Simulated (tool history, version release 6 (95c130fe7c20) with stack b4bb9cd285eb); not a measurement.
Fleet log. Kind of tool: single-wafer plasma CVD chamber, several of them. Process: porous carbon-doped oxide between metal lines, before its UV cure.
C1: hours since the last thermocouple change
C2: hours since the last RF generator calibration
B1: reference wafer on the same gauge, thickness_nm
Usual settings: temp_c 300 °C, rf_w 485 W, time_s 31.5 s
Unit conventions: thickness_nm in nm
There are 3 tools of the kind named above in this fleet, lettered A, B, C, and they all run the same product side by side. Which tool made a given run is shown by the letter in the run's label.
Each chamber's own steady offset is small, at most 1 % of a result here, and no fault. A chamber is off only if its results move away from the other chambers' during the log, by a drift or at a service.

run 1A hour=8.9 | temp_c=300 rf_w=485 time_s=31.5 | C1=570.4 C2=199.8 | B1=175.97 | thickness_nm=168.01
run 2C hour=14.9 | temp_c=300 rf_w=485 time_s=31.5 | C1=911.1 C2=1063.2 | B1=175.93 | thickness_nm=166.17
run 3B hour=23.1 | temp_c=300 rf_w=485 time_s=31.5 | C1=277.3 C2=1292.7 | B1=175.96 | thickness_nm=165.41
run 4A hour=32.2 | temp_c=300 rf_w=485 time_s=31.5 | C1=593.7 C2=223.1 | B1=176.02 | thickness_nm=167.29
run 5C hour=38.8 | temp_c=300 rf_w=485 time_s=31.5 | C1=935.0 C2=1087.1 | B1=175.99 | thickness_nm=166.06
run 6B hour=44.8 | temp_c=300 rf_w=485 time_s=31.5 | C1=299.0 C2=1314.4 | B1=175.98 | thickness_nm=165.63
run 7B hour=55.1 | temp_c=300 rf_w=485 time_s=31.5 | C1=309.3 C2=1324.7 | B1=176.06 | thickness_nm=165.39
run 8C hour=67.3 | temp_c=300 rf_w=485 time_s=31.5 | C1=963.5 C2=1115.6 | B1=176.11 | thickness_nm=165.78
run 9A hour=79.4 | temp_c=300 rf_w=485 time_s=31.5 | C1=640.9 C2=270.3 | B1=175.93 | thickness_nm=167.60
run 10B hour=91.8 | temp_c=300 rf_w=485 time_s=31.5 | C1=346.0 C2=1361.4 | B1=176.08 | thickness_nm=165.68
-- hour=94.9 chamber B: RF generator calibrated
run 11A hour=98.7 | temp_c=300 rf_w=485 time_s=31.5 | C1=660.2 C2=289.6 | B1=176.14 | thickness_nm=168.26
run 12C hour=106.8 | temp_c=300 rf_w=560 time_s=31.5 | C1=1003.0 C2=1155.1 | B1=175.93 | thickness_nm=181.91
run 13C hour=118.6 | temp_c=300 rf_w=560 time_s=31.5 | C1=1014.8 C2=1166.9 | B1=176.02 | thickness_nm=182.54
run 14B hour=129.6 | temp_c=300 rf_w=560 time_s=31.5 | C1=383.8 C2=34.7 | B1=176.02 | thickness_nm=182.11
run 15A hour=139.0 | temp_c=300 rf_w=485 time_s=31.5 | C1=700.5 C2=329.9 | B1=176.00 | thickness_nm=168.16
run 16A hour=145.8 | temp_c=314 rf_w=395 time_s=31.5 | C1=707.3 C2=336.7 | B1=175.96 | thickness_nm=133.90
run 17C hour=151.6 | temp_c=314 rf_w=395 time_s=31.5 | C1=1047.8 C2=1199.9 | B1=176.07 | thickness_nm=130.84
run 18B hour=163.1 | temp_c=314 rf_w=395 time_s=31.5 | C1=417.3 C2=68.2 | B1=175.98 | thickness_nm=131.47
run 19C hour=171.2 | temp_c=300 rf_w=485 time_s=31.5 | C1=1067.4 C2=1219.5 | B1=176.00 | thickness_nm=164.99
run 20B hour=177.0 | temp_c=300 rf_w=485 time_s=31.5 | C1=431.2 C2=82.1 | B1=176.00 | thickness_nm=165.72
run 21A hour=186.6 | temp_c=300 rf_w=575 time_s=31.5 | C1=748.1 C2=377.5 | B1=176.09 | thickness_nm=187.77
run 22B hour=193.4 | temp_c=300 rf_w=575 time_s=31.5 | C1=447.6 C2=98.5 | B1=175.94 | thickness_nm=184.87
run 23A hour=202.3 | temp_c=300 rf_w=575 time_s=31.5 | C1=763.8 C2=393.2 | B1=176.06 | thickness_nm=187.98
run 24C hour=211.0 | temp_c=300 rf_w=485 time_s=31.5 | C1=1107.2 C2=1259.3 | B1=175.99 | thickness_nm=164.57
run 25B hour=220.0 | temp_c=300 rf_w=485 time_s=31.5 | C1=474.2 C2=125.1 | B1=175.96 | thickness_nm=165.50
run 26A hour=229.0 | temp_c=300 rf_w=485 time_s=31.5 | C1=790.5 C2=419.9 | B1=176.07 | thickness_nm=167.76
run 27C hour=240.7 | temp_c=300 rf_w=485 time_s=31.5 | C1=1136.9 C2=1289.0 | B1=176.04 | thickness_nm=164.27
run 28C hour=246.7 | temp_c=300 rf_w=485 time_s=31.5 | C1=1142.9 C2=1295.0 | B1=176.03 | thickness_nm=164.79
run 29B hour=258.6 | temp_c=300 rf_w=485 time_s=31.5 | C1=512.8 C2=163.7 | B1=175.97 | thickness_nm=165.33
run 30A hour=266.4 | temp_c=300 rf_w=485 time_s=31.5 | C1=827.9 C2=457.3 | B1=176.01 | thickness_nm=168.07
run 31C hour=272.2 | temp_c=300 rf_w=485 time_s=31.5 | C1=1168.4 C2=1320.5 | B1=176.00 | thickness_nm=164.82
run 32B hour=278.7 | temp_c=300 rf_w=485 time_s=31.5 | C1=532.9 C2=183.8 | B1=176.10 | thickness_nm=165.57
run 33A hour=284.6 | temp_c=300 rf_w=485 time_s=31.5 | C1=846.1 C2=475.5 | B1=176.05 | thickness_nm=168.21
run 34B hour=290.1 | temp_c=300 rf_w=485 time_s=31.5 | C1=544.3 C2=195.2 | B1=176.04 | thickness_nm=165.08
run 35C hour=299.0 | temp_c=300 rf_w=485 time_s=31.5 | C1=1195.2 C2=1347.3 | B1=176.11 | thickness_nm=164.39
run 36A hour=310.0 | temp_c=300 rf_w=485 time_s=31.5 | C1=871.5 C2=500.9 | B1=176.02 | thickness_nm=168.41
run 37C hour=318.4 | temp_c=300 rf_w=485 time_s=31.5 | C1=1214.6 C2=1366.7 | B1=175.97 | thickness_nm=163.90
run 38A hour=328.5 | temp_c=300 rf_w=485 time_s=31.5 | C1=890.0 C2=519.4 | B1=176.06 | thickness_nm=167.57
run 39B hour=340.2 | temp_c=300 rf_w=485 time_s=31.5 | C1=594.4 C2=245.3 | B1=176.04 | thickness_nm=165.03
run 40A hour=351.5 | temp_c=300 rf_w=485 time_s=31.5 | C1=913.0 C2=542.4 | B1=176.01 | thickness_nm=168.69
run 41B hour=358.5 | temp_c=300 rf_w=485 time_s=31.5 | C1=612.7 C2=263.6 | B1=176.02 | thickness_nm=165.02
run 42C hour=369.0 | temp_c=300 rf_w=485 time_s=31.5 | C1=1265.2 C2=1417.3 | B1=176.06 | thickness_nm=163.24
run 43A hour=378.1 | temp_c=300 rf_w=485 time_s=31.5 | C1=939.6 C2=569.0 | B1=176.01 | thickness_nm=167.55

For the next run the whole fleet of 3 chambers uses the same settings. Give each chamber's results:
run 44A hour=386.9 | temp_c=300 rf_w=485 time_s=31.5 | thickness_nm=?
run 44B hour=386.9 | temp_c=300 rf_w=485 time_s=31.5 | thickness_nm=?
run 44C hour=386.9 | temp_c=300 rf_w=485 time_s=31.5 | thickness_nm=?

run=44A thickness_nm=168.27
run=44B thickness_nm=165.48
run=44C thickness_nm=163.60
